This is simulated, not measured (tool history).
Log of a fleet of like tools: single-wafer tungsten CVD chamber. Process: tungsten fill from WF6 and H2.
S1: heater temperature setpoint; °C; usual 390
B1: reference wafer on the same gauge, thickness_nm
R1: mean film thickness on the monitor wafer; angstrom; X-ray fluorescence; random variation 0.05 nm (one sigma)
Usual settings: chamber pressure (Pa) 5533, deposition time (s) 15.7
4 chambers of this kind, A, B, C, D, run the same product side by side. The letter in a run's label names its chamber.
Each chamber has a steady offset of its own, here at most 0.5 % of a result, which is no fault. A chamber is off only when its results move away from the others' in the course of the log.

run 1C day=0.300 | S1=390 chamber_pressure_(Pa)=5533 deposition_time_(s)=15.7 | B1=47.202 | R1=441.88
run 2B day=0.533 | S1=390 chamber_pressure_(Pa)=5533 deposition_time_(s)=15.7 | B1=47.218 | R1=438.27
run 3A day=0.996 | S1=390 chamber_pressure_(Pa)=5533 deposition_time_(s)=15.7 | B1=47.211 | R1=439.87
run 4D day=1.467 | S1=390 chamber_pressure_(Pa)=5533 deposition_time_(s)=15.7 | B1=47.226 | R1=439.82
run 5D day=1.800 | S1=390 chamber_pressure_(Pa)=5533 deposition_time_(s)=15.7 | B1=47.222 | R1=440.03
run 6C day=2.188 | S1=390 chamber_pressure_(Pa)=4946 deposition_time_(s)=13.3 | B1=47.246 | R1=353.59
run 7B day=2.654 | S1=390 chamber_pressure_(Pa)=4946 deposition_time_(s)=13.3 | B1=47.236 | R1=353.13
run 8A day=2.925 | S1=390 chamber_pressure_(Pa)=4946 deposition_time_(s)=13.3 | B1=47.238 | R1=354.57
run 9A day=3.304 | S1=390 chamber_pressure_(Pa)=4946 deposition_time_(s)=13.3 | B1=47.257 | R1=354.97
run 10B day=3.683 | S1=390 chamber_pressure_(Pa)=5533 deposition_time_(s)=15.7 | B1=47.256 | R1=438.60
run 11C day=4.038 | S1=390 chamber_pressure_(Pa)=5533 deposition_time_(s)=15.7 | B1=47.284 | R1=442.30
run 12D day=4.408 | S1=390 chamber_pressure_(Pa)=5533 deposition_time_(s)=15.7 | B1=47.270 | R1=440.96
run 13C day=4.750 | S1=390 chamber_pressure_(Pa)=6613 deposition_time_(s)=15.7 | B1=47.287 | R1=481.02
run 14B day=5.129 | S1=390 chamber_pressure_(Pa)=6613 deposition_time_(s)=15.7 | B1=47.297 | R1=474.79
run 15A day=5.583 | S1=390 chamber_pressure_(Pa)=6613 deposition_time_(s)=15.7 | B1=47.297 | R1=478.15
run 16D day=5.929 | S1=390 chamber_pressure_(Pa)=6613 deposition_time_(s)=15.7 | B1=47.299 | R1=479.19
run 17C day=6.275 | S1=390 chamber_pressure_(Pa)=5533 deposition_time_(s)=15.7 | B1=47.313 | R1=442.29
-- day=6.358 chamber A: capacitance manometer re-zeroed and calibrated
run 18D day=6.608 | S1=390 chamber_pressure_(Pa)=5533 deposition_time_(s)=15.7 | B1=47.310 | R1=441.39
run 19B day=7.046 | S1=390 chamber_pressure_(Pa)=5533 deposition_time_(s)=15.7 | B1=47.331 | R1=439.68
run 20A day=7.367 | S1=402 chamber_pressure_(Pa)=4680 deposition_time_(s)=15.7 | B1=47.320 | R1=509.25
run 21C day=7.654 | S1=402 chamber_pressure_(Pa)=4680 deposition_time_(s)=15.7 | B1=47.327 | R1=509.75
run 22A day=7.912 | S1=402 chamber_pressure_(Pa)=4680 deposition_time_(s)=15.7 | B1=47.343 | R1=509.38
run 23B day=8.196 | S1=402 chamber_pressure_(Pa)=4680 deposition_time_(s)=15.7 | B1=47.337 | R1=510.58
run 24D day=8.567 | S1=390 chamber_pressure_(Pa)=5533 deposition_time_(s)=15.7 | B1=47.341 | R1=441.58
run 25A day=8.896 | S1=390 chamber_pressure_(Pa)=5533 deposition_time_(s)=15.7 | B1=47.351 | R1=441.59
run 26D day=9.283 | S1=390 chamber_pressure_(Pa)=4560 deposition_time_(s)=15.7 | B1=47.372 | R1=402.55
-- day=9.596 chamber C: capacitance manometer re-zeroed and calibrated
run 27C day=9.679 | S1=390 chamber_pressure_(Pa)=4560 deposition_time_(s)=15.7 | B1=47.378 | R1=403.59
run 28B day=9.954 | S1=390 chamber_pressure_(Pa)=4560 deposition_time_(s)=15.7 | B1=47.366 | R1=401.72
run 29D day=10.288 | S1=390 chamber_pressure_(Pa)=4560 deposition_time_(s)=15.7 | B1=47.379 | R1=402.95
run 30B day=10.642 | S1=390 chamber_pressure_(Pa)=5533 deposition_time_(s)=15.7 | B1=47.403 | R1=439.76
run 31C day=10.908 | S1=390 chamber_pressure_(Pa)=5533 deposition_time_(s)=15.7 | B1=47.388 | R1=443.30
run 32A day=11.308 | S1=390 chamber_pressure_(Pa)=5533 deposition_time_(s)=15.7 | B1=47.409 | R1=441.95
run 33A day=11.625 | S1=390 chamber_pressure_(Pa)=4653 deposition_time_(s)=17.2 | B1=47.403 | R1=446.69
run 34C day=11.942 | S1=390 chamber_pressure_(Pa)=4653 deposition_time_(s)=17.2 | B1=47.410 | R1=446.28
run 35B day=12.346 | S1=390 chamber_pressure_(Pa)=4653 deposition_time_(s)=17.2 | B1=47.425 | R1=446.44

Is one chamber off against the others, does the gauge drift, or is nothing wrong? If a chamber is off, say which, and what the likeliest cause is.

The gauge drifts, so all chambers seem to drift together. No chamber is off.
Cause: gauge reads high (%) = 0.467.
